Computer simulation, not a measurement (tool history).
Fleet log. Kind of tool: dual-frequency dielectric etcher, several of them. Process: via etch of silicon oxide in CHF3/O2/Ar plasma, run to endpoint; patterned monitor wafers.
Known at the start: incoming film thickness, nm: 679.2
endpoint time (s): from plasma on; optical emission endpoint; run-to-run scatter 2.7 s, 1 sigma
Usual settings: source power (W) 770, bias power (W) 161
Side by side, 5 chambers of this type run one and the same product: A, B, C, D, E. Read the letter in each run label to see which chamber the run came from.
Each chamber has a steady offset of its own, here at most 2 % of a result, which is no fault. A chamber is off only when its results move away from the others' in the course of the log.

run 1B day=0.308 | source_power_(W)=770 bias_power_(W)=161 | endpoint_time_(s)=325.01
run 2C day=0.946 | source_power_(W)=770 bias_power_(W)=161 | endpoint_time_(s)=321.24
run 3A day=1.512 | source_power_(W)=770 bias_power_(W)=161 | endpoint_time_(s)=318.97
run 4D day=2.092 | source_power_(W)=770 bias_power_(W)=161 | endpoint_time_(s)=320.34
run 5E day=2.404 | source_power_(W)=770 bias_power_(W)=161 | endpoint_time_(s)=323.4
run 6A day=2.775 | source_power_(W)=770 bias_power_(W)=161 | endpoint_time_(s)=326.45
run 7C day=3.379 | source_power_(W)=770 bias_power_(W)=161 | endpoint_time_(s)=328.11
run 8B day=3.671 | source_power_(W)=770 bias_power_(W)=161 | endpoint_time_(s)=316.92
run 9D day=4.1 | source_power_(W)=770 bias_power_(W)=161 | endpoint_time_(s)=315.51
run 10E day=4.55 | source_power_(W)=770 bias_power_(W)=161 | endpoint_time_(s)=323.05
run 11A day=5.212 | source_power_(W)=770 bias_power_(W)=161 | endpoint_time_(s)=327.81
run 12E day=5.883 | source_power_(W)=770 bias_power_(W)=161 | endpoint_time_(s)=324.74
run 13D day=6.367 | source_power_(W)=770 bias_power_(W)=161 | endpoint_time_(s)=317.87
run 14B day=6.738 | source_power_(W)=770 bias_power_(W)=161 | endpoint_time_(s)=320.84
-- day=7.071 chamber C: wet clean of the chamber
run 15C day=7.212 | source_power_(W)=770 bias_power_(W)=161 | endpoint_time_(s)=323.45
run 16C day=7.871 | source_power_(W)=650 bias_power_(W)=161 | endpoint_time_(s)=347.66
run 17D day=8.542 | source_power_(W)=650 bias_power_(W)=161 | endpoint_time_(s)=344.99
run 18A day=9.15 | source_power_(W)=650 bias_power_(W)=161 | endpoint_time_(s)=349.17
run 19B day=9.742 | source_power_(W)=650 bias_power_(W)=161 | endpoint_time_(s)=340.07
run 20E day=10.108 | source_power_(W)=650 bias_power_(W)=161 | endpoint_time_(s)=346.52
run 21A day=10.488 | source_power_(W)=920 bias_power_(W)=142 | endpoint_time_(s)=312.18
run 22D day=11.1 | source_power_(W)=920 bias_power_(W)=142 | endpoint_time_(s)=306.61
run 23B day=11.683 | source_power_(W)=920 bias_power_(W)=142 | endpoint_time_(s)=312.18
run 24C day=12.025 | source_power_(W)=920 bias_power_(W)=142 | endpoint_time_(s)=316.13
run 25E day=12.542 | source_power_(W)=920 bias_power_(W)=142 | endpoint_time_(s)=311.05
run 26D day=12.929 | source_power_(W)=770 bias_power_(W)=161 | endpoint_time_(s)=313.97
run 27C day=13.362 | source_power_(W)=770 bias_power_(W)=161 | endpoint_time_(s)=329.64
run 28B day=13.862 | source_power_(W)=770 bias_power_(W)=161 | endpoint_time_(s)=321.9
run 29E day=14.525 | source_power_(W)=770 bias_power_(W)=161 | endpoint_time_(s)=322.61
run 30A day=14.933 | source_power_(W)=890 bias_power_(W)=161 | endpoint_time_(s)=302.14
run 31E day=15.475 | source_power_(W)=890 bias_power_(W)=161 | endpoint_time_(s)=304.77
-- day=15.925 chamber A: wet clean of the chamber
run 32C day=15.996 | source_power_(W)=890 bias_power_(W)=161 | endpoint_time_(s)=309.91
-- day=16.646 chamber B: wet clean of the chamber
run 33D day=16.658 | source_power_(W)=890 bias_power_(W)=161 | endpoint_time_(s)=297.06
run 34B day=17.212 | source_power_(W)=890 bias_power_(W)=161 | endpoint_time_(s)=299.08
run 35A day=17.875 | source_power_(W)=770 bias_power_(W)=161 | endpoint_time_(s)=320.94

All chambers now run identical settings, listed one chamber a line with results as question marks. What results will each chamber show?
run 36A day=18.354 | source_power_(W)=930 bias_power_(W)=161 | endpoint_time_(s)=?
run 36B day=18.354 | source_power_(W)=930 bias_power_(W)=161 | endpoint_time_(s)=?
run 36C day=18.354 | source_power_(W)=930 bias_power_(W)=161 | endpoint_time_(s)=?
run 36D day=18.354 | source_power_(W)=930 bias_power_(W)=161 | endpoint_time_(s)=?
run 36E day=18.354 | source_power_(W)=930 bias_power_(W)=161 | endpoint_time_(s)=?

run=36A endpoint_time_(s)=302.13
run=36B endpoint_time_(s)=300.36
run=36C endpoint_time_(s)=304.43
run=36D endpoint_time_(s)=297.4
run=36E endpoint_time_(s)=295.56
